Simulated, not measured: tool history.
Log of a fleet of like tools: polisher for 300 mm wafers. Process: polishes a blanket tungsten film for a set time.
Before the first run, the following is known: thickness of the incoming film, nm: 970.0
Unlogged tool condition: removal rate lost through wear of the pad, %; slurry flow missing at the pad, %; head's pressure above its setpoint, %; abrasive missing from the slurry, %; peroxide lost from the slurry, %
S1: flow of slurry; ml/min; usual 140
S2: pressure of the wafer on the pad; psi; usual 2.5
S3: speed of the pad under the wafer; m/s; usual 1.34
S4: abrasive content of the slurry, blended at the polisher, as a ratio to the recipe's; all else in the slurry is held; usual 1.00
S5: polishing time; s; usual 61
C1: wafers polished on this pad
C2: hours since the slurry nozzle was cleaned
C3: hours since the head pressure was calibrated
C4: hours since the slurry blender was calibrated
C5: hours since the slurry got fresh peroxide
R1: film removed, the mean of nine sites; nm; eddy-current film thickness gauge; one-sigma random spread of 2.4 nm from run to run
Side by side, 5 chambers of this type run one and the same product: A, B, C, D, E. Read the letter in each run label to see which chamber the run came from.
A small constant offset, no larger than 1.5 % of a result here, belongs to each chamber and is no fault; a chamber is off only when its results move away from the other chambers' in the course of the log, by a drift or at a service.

run	hour	S1	S2	S3	S4	S5	C1	C2	C3	C4	C5	R1
# hour 0.5: chamber C: slurry tank refilled with fresh slurry and peroxide
1D	3.3	140	2.5	1.34	1.00	61	594	507.1	231.5	387.2	27.5	205.90
# hour 5.5: chamber E: slurry tank refilled with fresh slurry and peroxide
# hour 7.0: chamber D: slurry blender recalibrated
2E	7.3	140	2.5	1.34	1.00	61	218	533.4	674.9	376.8	1.8	205.29
# hour 7.9: chamber A: worn pad replaced by a new one
3B	11.6	140	2.5	1.34	1.00	61	984	141.2	588.5	95.4	93.3	205.79
# hour 14.4: chamber E: slurry blender recalibrated
4C	15.6	140	2.5	1.34	1.00	61	706	16.8	614.5	275.7	15.2	208.83
5A	19.3	140	3.3	1.34	1.00	61	74	328.5	1046.3	215.5	161.0	278.60
6E	23.4	140	3.3	1.34	1.00	61	322	549.5	691.0	9.1	17.9	279.54
# hour 24.9: chamber B: worn pad replaced by a new one
7C	26.6	140	3.3	1.34	1.00	61	777	27.8	625.5	286.7	26.2	274.84
# hour 29.1: chamber B: slurry blender recalibrated
8B	32.1	140	3.3	1.34	1.00	61	46	161.7	609.0	3.1	113.8	281.06
# hour 35.3: chamber C: slurry blender recalibrated
9D	35.5	140	3.3	1.34	1.00	61	802	539.3	263.7	28.5	59.7	271.24
# hour 36.7: chamber D: slurry tank refilled with fresh slurry and peroxide
10A	40.4	140	2.5	1.34	1.00	61	210	349.6	1067.4	236.6	182.1	208.07
# hour 41.5: chamber B: slurry tank refilled with fresh slurry and peroxide
11A	43.8	140	2.5	1.34	1.00	61	232	353.0	1070.8	240.0	185.5	212.13
# hour 46.9: chamber A: slurry tank refilled with fresh slurry and peroxide
12D	49.6	140	2.5	1.34	1.00	61	893	553.4	277.8	42.6	13.0	208.68
13E	53.3	140	2.5	1.34	1.00	61	515	579.4	720.9	39.0	47.8	204.62
14B	57.7	140	2.5	1.34	1.00	61	212	187.3	634.6	28.7	16.2	213.09
15C	63.4	140	2.5	1.34	1.00	51	1015	64.6	662.3	28.2	63.0	175.06
# hour 67.5: chamber B: slurry nozzle cleaned
16A	67.9	140	2.5	1.34	1.00	51	388	377.1	1094.9	264.1	21.1	173.91
# hour 68.3: chamber C: worn pad replaced by a new one
17B	73.0	140	2.5	1.34	1.00	51	310	5.5	649.9	44.0	31.5	181.59
18D	76.5	140	2.5	1.34	1.00	51	1067	580.3	304.7	69.5	39.9	175.37
19E	81.6	140	2.5	1.34	1.00	51	698	607.7	749.2	67.3	76.1	172.39
20C	86.9	140	2.5	1.34	1.00	61	120	88.1	685.8	51.7	86.5	212.33
21E	91.9	140	2.5	1.34	1.00	61	764	618.0	759.5	77.6	86.4	202.46
22A	97.2	140	2.5	1.12	1.15	61	577	406.4	1124.2	293.4	50.4	177.02
# hour 98.1: chamber D: worn pad replaced by a new one
23C	101.8	140	2.5	1.12	1.15	61	217	103.0	700.7	66.6	101.4	181.00
# hour 106.3: chamber D: slurry tank refilled with fresh slurry and peroxide
24B	106.4	140	2.5	1.12	1.15	61	526	38.9	683.3	77.4	64.9	185.55
25D	111.8	140	2.5	1.12	1.15	61	88	615.6	340.0	104.8	5.5	178.81
26C	117.5	140	2.5	1.12	1.15	61	318	118.7	716.4	82.3	117.1	179.40
27B	122.5	170	2.5	1.34	1.00	61	630	55.0	699.4	93.5	81.0	222.69
# hour 123.2: chamber B: slurry blender recalibrated
# hour 124.9: chamber E: slurry tank refilled with fresh slurry and peroxide
28E	126.7	170	2.5	1.34	1.00	61	989	652.8	794.3	112.4	1.9	216.82
29D	129.6	170	2.5	1.34	1.00	61	203	633.4	357.8	122.6	23.3	217.31
30A	134.6	170	2.5	1.34	1.00	61	819	443.8	1161.6	330.8	87.8	209.12
31C	138.7	170	2.5	1.34	1.00	61	455	139.9	737.6	103.5	138.3	222.13
32E	143.8	140	2.5	1.34	1.00	61	1100	669.9	811.4	129.5	19.0	207.66
33B	147.4	140	2.5	1.34	1.00	61	791	79.9	724.3	24.2	105.9	207.93
# hour 151.4: chamber C: slurry tank refilled with fresh slurry and peroxide
34A	152.9	140	2.5	1.34	1.00	61	937	462.1	1179.9	349.1	106.1	190.60
35D	158.4	140	2.5	1.34	1.00	61	389	662.2	386.6	151.4	52.1	208.09
# hour 160.6: chamber B: slurry tank refilled with fresh slurry and peroxide
# hour 161.1: chamber B: worn pad replaced by a new one
36C	163.7	140	2.5	1.34	1.00	61	616	164.9	762.6	128.5	12.4	211.13
37B	167.3	140	2.5	1.34	1.00	61	40	99.8	744.2	44.1	6.7	211.39
38D	170.6	140	2.5	1.34	1.00	61	468	674.4	398.8	163.6	64.3	205.78

Which is it: a chamber that has drifted or been left off by a service, a gauge drift common to all chambers, or only each chamber's usual small offset? If a chamber is off, name it and its likeliest cause.

It is chamber A that slowly wanders off from its peers.
Cause: slurry flow missing at the pad, % = 39.
The log might look much the same if the cause were instead: removal rate lost through wear of the pad, %; head's pressure below its setpoint, %; abrasive missing from the slurry, %.

Below are 4 candidate recipes for chamber A's next run, each the usual settings with a change, their results shown as question marks. Which of them brings A's results back in line with what the other chambers give on the usual settings?
In line here means within this much of the mean the other chambers give on the usual settings: R1 8.30 nm
39A-1	174.9	135	2.3	1.22	1.00	61						?
39A-2	174.9	140	2.6	1.38	1.00	63						?
39A-3	174.9	140	2.4	1.30	1.00	59						?
39A-4	174.9	145	2.7	1.34	1.00	67						?

What the other chambers average on the usual settings: R1 209.45 nm
run	R1
39A-1	155.64
39A-2	207.37
39A-3	169.09
39A-4	224.56
With 39A-2, the chamber falls back in line with the rest.
